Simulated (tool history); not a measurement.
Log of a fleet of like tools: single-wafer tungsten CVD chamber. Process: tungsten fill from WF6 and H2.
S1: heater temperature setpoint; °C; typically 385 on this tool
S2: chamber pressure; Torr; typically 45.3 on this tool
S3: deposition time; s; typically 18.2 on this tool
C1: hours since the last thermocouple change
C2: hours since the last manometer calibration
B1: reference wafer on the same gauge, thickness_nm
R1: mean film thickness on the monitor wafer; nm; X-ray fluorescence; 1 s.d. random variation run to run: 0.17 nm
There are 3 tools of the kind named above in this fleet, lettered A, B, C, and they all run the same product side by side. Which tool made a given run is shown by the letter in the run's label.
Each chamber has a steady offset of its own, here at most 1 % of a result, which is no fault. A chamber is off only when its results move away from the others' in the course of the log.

run	hour	S1	S2	S3	C1	C2	B1	R1
1B	8.9	385	45.3	18.2	488.5	312.8	44.653	47.959
2A	14.8	385	45.3	18.2	463.5	2923.4	44.637	47.297
3C	20.6	385	45.3	18.2	1277.1	1628.4	44.642	48.272
4A	26.8	385	45.3	18.2	475.5	2935.4	44.614	47.555
5B	35.7	385	45.3	18.2	515.3	339.6	44.59	48.033
6C	42.2	385	39.5	18.2	1298.7	1650	44.536	45.376
7B	50.5	385	39.5	18.2	530.1	354.4	44.577	45.023
8C	56.9	385	39.5	18.2	1313.4	1664.7	44.571	44.993
9A	63.6	385	45.3	18.2	512.3	2972.2	44.563	47.589
10C	72.6	392	45.3	15.3	1329.1	1680.4	44.564	46.596
11B	79.2	392	45.3	15.3	558.8	383.1	44.611	46.524
12A	90.7	392	45.3	15.3	539.4	2999.3	44.608	45.915
13B	97.6	385	45.3	18.2	577.2	401.5	44.586	48.149
14C	104.3	395	45.3	19.7	1360.8	1712.1	44.6	63.883
# hour 104.5: chamber C: thermocouple changed; heater temperature recalibrated
15A	113.4	395	45.3	19.7	562.1	3022	44.605	62.711
16B	120.5	395	45.3	19.7	600.1	424.4	44.588	63.035
17C	126.9	385	45.3	19.3	22.4	1734.7	44.553	51.314
18A	134.3	385	45.3	19.3	583	3042.9	44.591	50.538
19C	141.4	385	45.3	19.3	36.9	1749.2	44.601	50.772
20B	153.1	385	45.3	18.2	632.7	457	44.62	47.965
21A	163.6	385	45.3	18.2	612.3	3072.2	44.565	48.096
22C	174.2	385	45.3	18.2	69.7	1782	44.625	47.989
23B	184.9	385	45.3	18.2	664.5	488.8	44.649	47.952
24A	193.9	385	45.3	18.2	642.6	3102.5	44.58	48.09
25C	206.6	385	45.3	18.2	102.1	1814.4	44.588	48.355
26A	214.6	385	45.3	18.2	663.3	3123.2	44.654	48.6
27B	222	385	45.3	18.2	701.6	525.9	44.588	48.08
# hour 225.1: chamber A: capacitance manometer re-zeroed and calibrated
28C	228.4	385	45.3	18.2	123.9	1836.2	44.577	48.139
29B	237.4	385	40.9	20.2	717	541.3	44.595	51.001
30A	245.5	385	40.9	20.2	694.2	20.4	44.623	52.108
31A	256.4	385	40.9	20.2	705.1	31.3	44.59	51.941
32B	266.2	385	45.3	18.2	745.8	570.1	44.59	47.791
33C	275.4	385	45.3	18.2	170.9	1883.2	44.595	48.426
34A	287.4	385	45.3	18.2	736.1	62.3	44.587	49.32
35C	295.2	385	45.3	18.2	190.7	1903	44.566	48.448
36B	307.5	385	35.4	21.4	787.1	611.4	44.61	50.279
37C	315	385	35.4	21.4	210.5	1922.8	44.598	50.302
38A	327.2	385	35.4	21.4	775.9	102.1	44.601	52.359
39B	333.1	385	45.3	18.2	812.7	637	44.598	47.914
40A	341.3	385	45.3	18.2	790	116.2	44.604	49.923
41C	354	374	53.8	18.2	249.5	1961.8	44.546	41.597
42B	359.8	374	53.8	18.2	839.4	663.7	44.567	41.178

All 3 chambers run these settings next. Forecast each chamber's results:
43A	369	385	45.3	18.2				?
43B	369	385	45.3	18.2				?
43C	369	385	45.3	18.2				?

run	R1
43A	50.07
43B	47.913
43C	47.981

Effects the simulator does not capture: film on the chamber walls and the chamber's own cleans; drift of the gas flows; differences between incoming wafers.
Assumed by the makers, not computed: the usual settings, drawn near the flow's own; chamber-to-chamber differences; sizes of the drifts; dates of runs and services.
